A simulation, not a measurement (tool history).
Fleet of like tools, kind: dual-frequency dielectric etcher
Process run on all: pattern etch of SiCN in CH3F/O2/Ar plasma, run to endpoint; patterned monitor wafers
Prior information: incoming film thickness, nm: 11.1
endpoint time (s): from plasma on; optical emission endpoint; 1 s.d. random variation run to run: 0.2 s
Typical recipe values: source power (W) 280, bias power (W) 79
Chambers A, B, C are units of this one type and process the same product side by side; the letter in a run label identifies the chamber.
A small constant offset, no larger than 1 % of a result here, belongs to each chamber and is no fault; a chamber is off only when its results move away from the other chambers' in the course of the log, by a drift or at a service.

{"run": "1C", "hour": 6.8, "source power (W)": 280, "bias power (W)": 79, "endpoint time (s)": 32.6}
{"run": "2B", "hour": 19.0, "source power (W)": 280, "bias power (W)": 79, "endpoint time (s)": 32.65}
{"run": "3A", "hour": 26.2, "source power (W)": 280, "bias power (W)": 79, "endpoint time (s)": 32.314}
{"run": "4B", "hour": 37.7, "source power (W)": 280, "bias power (W)": 79, "endpoint time (s)": 32.551}
{"run": "5C", "hour": 50.1, "source power (W)": 280, "bias power (W)": 79, "endpoint time (s)": 32.891}
{"run": "6A", "hour": 61.4, "source power (W)": 280, "bias power (W)": 79, "endpoint time (s)": 32.555}
{"run": "7A", "hour": 68.5, "source power (W)": 230, "bias power (W)": 96, "endpoint time (s)": 32.611}
{"hour": 76.7, "done": "chamber A: wet clean of the chamber"}
{"run": "8C", "hour": 79.5, "source power (W)": 230, "bias power (W)": 96, "endpoint time (s)": 32.537}
{"run": "9B", "hour": 86.7, "source power (W)": 230, "bias power (W)": 96, "endpoint time (s)": 32.2}
{"run": "10B", "hour": 94.7, "source power (W)": 280, "bias power (W)": 79, "endpoint time (s)": 32.558}
{"run": "11C", "hour": 104.2, "source power (W)": 280, "bias power (W)": 79, "endpoint time (s)": 32.986}
{"run": "12A", "hour": 114.4, "source power (W)": 280, "bias power (W)": 79, "endpoint time (s)": 32.82}
{"run": "13B", "hour": 125.0, "source power (W)": 280, "bias power (W)": 79, "endpoint time (s)": 32.84}
{"run": "14A", "hour": 132.9, "source power (W)": 280, "bias power (W)": 79, "endpoint time (s)": 32.412}
{"run": "15C", "hour": 138.9, "source power (W)": 280, "bias power (W)": 79, "endpoint time (s)": 32.354}
{"run": "16A", "hour": 147.3, "source power (W)": 280, "bias power (W)": 79, "endpoint time (s)": 32.324}
{"run": "17B", "hour": 157.5, "source power (W)": 280, "bias power (W)": 79, "endpoint time (s)": 33.195}
{"run": "18C", "hour": 163.9, "source power (W)": 280, "bias power (W)": 79, "endpoint time (s)": 32.706}
{"run": "19A", "hour": 173.4, "source power (W)": 280, "bias power (W)": 79, "endpoint time (s)": 32.449}
{"run": "20C", "hour": 179.2, "source power (W)": 280, "bias power (W)": 79, "endpoint time (s)": 32.792}
{"run": "21B", "hour": 189.9, "source power (W)": 280, "bias power (W)": 79, "endpoint time (s)": 33.304}
{"run": "22C", "hour": 197.2, "source power (W)": 280, "bias power (W)": 79, "endpoint time (s)": 32.545}
{"run": "23A", "hour": 210.1, "source power (W)": 220, "bias power (W)": 79, "endpoint time (s)": 35.446}
{"run": "24B", "hour": 217.6, "source power (W)": 220, "bias power (W)": 79, "endpoint time (s)": 36.399}
{"run": "25A", "hour": 230.5, "source power (W)": 220, "bias power (W)": 79, "endpoint time (s)": 35.343}
{"run": "26B", "hour": 241.8, "source power (W)": 280, "bias power (W)": 79, "endpoint time (s)": 33.688}
{"run": "27C", "hour": 251.8, "source power (W)": 280, "bias power (W)": 79, "endpoint time (s)": 32.726}
{"run": "28A", "hour": 259.4, "source power (W)": 310, "bias power (W)": 95, "endpoint time (s)": 29.16}
{"run": "29B", "hour": 270.8, "source power (W)": 310, "bias power (W)": 95, "endpoint time (s)": 30.463}
{"run": "30C", "hour": 282.4, "source power (W)": 310, "bias power (W)": 95, "endpoint time (s)": 29.307}
{"run": "31C", "hour": 289.3, "source power (W)": 280, "bias power (W)": 79, "endpoint time (s)": 32.505}
{"run": "32A", "hour": 295.8, "source power (W)": 280, "bias power (W)": 79, "endpoint time (s)": 32.598}

Each of the 3 chambers runs these same settings next. Fill in every chamber's results:
{"run": "33A", "hour": 305.4, "source power (W)": 280, "bias power (W)": 79, "endpoint time (s)": "?"}
{"run": "33B", "hour": 305.4, "source power (W)": 280, "bias power (W)": 79, "endpoint time (s)": "?"}
{"run": "33C", "hour": 305.4, "source power (W)": 280, "bias power (W)": 79, "endpoint time (s)": "?"}

run=33A endpoint_time_(s)=32.631
run=33B endpoint_time_(s)=33.675
run=33C endpoint_time_(s)=33.199

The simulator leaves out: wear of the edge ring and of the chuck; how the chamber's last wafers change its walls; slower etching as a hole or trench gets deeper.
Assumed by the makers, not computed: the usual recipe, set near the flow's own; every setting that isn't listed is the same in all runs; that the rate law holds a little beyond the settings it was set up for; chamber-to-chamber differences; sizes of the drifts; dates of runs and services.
